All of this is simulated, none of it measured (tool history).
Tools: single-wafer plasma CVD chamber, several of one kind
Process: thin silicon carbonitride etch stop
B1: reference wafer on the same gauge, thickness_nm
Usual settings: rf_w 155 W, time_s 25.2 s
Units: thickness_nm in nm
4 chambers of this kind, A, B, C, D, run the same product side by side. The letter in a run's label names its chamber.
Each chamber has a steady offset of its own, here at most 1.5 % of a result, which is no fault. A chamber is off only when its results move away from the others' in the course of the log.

Run 1B, hour 4.8: usual settings; B1 10.901. Result: thickness_nm 13.096 nm.
Run 2A, hour 11: usual settings; B1 10.898. Result: thickness_nm 13.342 nm.
Run 3D, hour 19.6: usual settings; B1 10.899. Result: thickness_nm 13.246 nm.
Run 4C, hour 24.9: usual settings; B1 10.9. Result: thickness_nm 13.285 nm.
Run 5A, hour 32.8: usual settings but rf_w 145 W; B1 10.902. Result: thickness_nm 13.084 nm.
Run 6D, hour 40: usual settings but rf_w 145 W; B1 10.905. Result: thickness_nm 12.997 nm.
Run 7C, hour 47.1: usual settings but rf_w 145 W; B1 10.898. Result: thickness_nm 12.995 nm.
Run 8B, hour 53.7: usual settings but rf_w 145 W; B1 10.892. Result: thickness_nm 12.872 nm.
Run 9D, hour 62.3: usual settings but rf_w 140 W; B1 10.899. Result: thickness_nm 12.851 nm.
Run 10C, hour 66.3: usual settings but rf_w 140 W; B1 10.904. Result: thickness_nm 12.849 nm.
Run 11A, hour 73.5: usual settings but rf_w 140 W; B1 10.899. Result: thickness_nm 12.965 nm.
Run 12B, hour 77.7: usual settings but rf_w 140 W; B1 10.9. Result: thickness_nm 12.74 nm.
Run 13A, hour 84.1: usual settings; B1 10.898. Result: thickness_nm 13.335 nm.
Run 14C, hour 91.6: usual settings but rf_w 130 W; B1 10.906. Result: thickness_nm 12.594 nm.
Run 15B, hour 100.2: usual settings but rf_w 130 W; B1 10.903. Result: thickness_nm 12.465 nm.
Run 16D, hour 107.8: usual settings but rf_w 130 W; B1 10.899. Result: thickness_nm 12.617 nm.
Run 17C, hour 112.7: usual settings but rf_w 130 W; B1 10.901. Result: thickness_nm 12.581 nm.
Run 18B, hour 119.6: usual settings but rf_w 165 W, time_s 23.1 s; B1 10.898. Result: thickness_nm 12.286 nm.
Run 19A, hour 128.1: usual settings but rf_w 165 W, time_s 23.1 s; B1 10.901. Result: thickness_nm 12.439 nm.
At hour 133.7: chamber C: RF generator calibrated.
Run 20D, hour 135.7: usual settings but rf_w 165 W, time_s 23.1 s; B1 10.898. Result: thickness_nm 12.381 nm.
Run 21A, hour 144.4: usual settings but rf_w 165 W, time_s 23.1 s; B1 10.899. Result: thickness_nm 12.486 nm.
Run 22C, hour 151.9: usual settings but rf_w 130 W; B1 10.902. Result: thickness_nm 12.615 nm.
Run 23B, hour 158.7: usual settings but rf_w 130 W; B1 10.896. Result: thickness_nm 12.405 nm.
Run 24D, hour 164.4: usual settings but rf_w 130 W; B1 10.895. Result: thickness_nm 12.566 nm.
Run 25D, hour 170.9: usual settings but rf_w 130 W; B1 10.904. Result: thickness_nm 12.582 nm.
Run 26C, hour 177.6: usual settings but rf_w 135 W, time_s 30.1 s; B1 10.905. Result: thickness_nm 15.167 nm.
Run 27A, hour 185.6: usual settings but rf_w 135 W, time_s 30.1 s; B1 10.898. Result: thickness_nm 15.303 nm.
Run 28B, hour 193.8: usual settings but rf_w 135 W, time_s 30.1 s; B1 10.899. Result: thickness_nm 14.98 nm.
Run 29D, hour 202.6: usual settings but rf_w 135 W, time_s 30.1 s; B1 10.904. Result: thickness_nm 15.164 nm.
Run 30C, hour 210.9: usual settings; B1 10.905. Result: thickness_nm 13.266 nm.
Run 31B, hour 217.7: usual settings; B1 10.9. Result: thickness_nm 13.089 nm.
Run 32A, hour 223.8: usual settings but time_s 29.1 s; B1 10.897. Result: thickness_nm 15.391 nm.
Run 33D, hour 231.6: usual settings but time_s 29.1 s; B1 10.901. Result: thickness_nm 15.338 nm.
Run 34B, hour 239.1: usual settings but time_s 29.1 s; B1 10.896. Result: thickness_nm 15.084 nm.
Run 35A, hour 243: usual settings but time_s 29.1 s; B1 10.896. Result: thickness_nm 15.408 nm.
Run 36C, hour 248.9: usual settings; B1 10.899. Result: thickness_nm 13.27 nm.
Run 37D, hour 256: usual settings; B1 10.903. Result: thickness_nm 13.249 nm.
At hour 261.5: chamber C: thermocouple changed; heater temperature recalibrated.
Run 38B, hour 263.1: usual settings but rf_w 175 W; B1 10.901. Result: thickness_nm 13.501 nm.
Run 39A, hour 270.9: usual settings but rf_w 175 W; B1 10.897. Result: thickness_nm 13.937 nm.
Run 40C, hour 278.6: usual settings but rf_w 175 W; B1 10.901. Result: thickness_nm 13.738 nm.
Run 41D, hour 283.5: usual settings but rf_w 175 W; B1 10.901. Result: thickness_nm 13.729 nm.
Run 42C, hour 288.3: usual settings; B1 10.905. Result: thickness_nm 13.249 nm.
Run 43B, hour 293.4: usual settings; B1 10.9. Result: thickness_nm 13.007 nm.
Run 44A, hour 297.2: usual settings but time_s 20.8 s; B1 10.897. Result: thickness_nm 11.051 nm.

What goes on in this fleet: one chamber off, a drifting gauge, or nothing beyond the chambers' own small offsets? Name the chamber and the cause, if any.

Chamber B drifts away from the others.
Cause: delivered RF power below the setpoint (%) = 3.68.

Here are 4 candidates for chamber B's next run, each the usual settings with a change, their results left as question marks. Which one brings its results back in line with what the others give on the usual settings?
In line means no further than this from the other chambers' mean on the usual settings: thickness_nm 0.11 nm
Run 45B-1, hour 303.6: usual settings but time_s 24.7 s. Result: thickness_nm ?.
Run 45B-2, hour 303.6: usual settings but time_s 25.8 s. Result: thickness_nm ?.
Run 45B-3, hour 303.6: usual settings but time_s 25 s. Result: thickness_nm ?.
Run 45B-4, hour 303.6: usual settings but rf_w 160 W. Result: thickness_nm ?.

The other chambers' mean on the usual settings: thickness_nm 13.292 nm
  run  thickness_nm
45B-1        12.731
45B-2        13.298
45B-3        12.885
45B-4        13.114
45B-2 brings the chamber back in line.

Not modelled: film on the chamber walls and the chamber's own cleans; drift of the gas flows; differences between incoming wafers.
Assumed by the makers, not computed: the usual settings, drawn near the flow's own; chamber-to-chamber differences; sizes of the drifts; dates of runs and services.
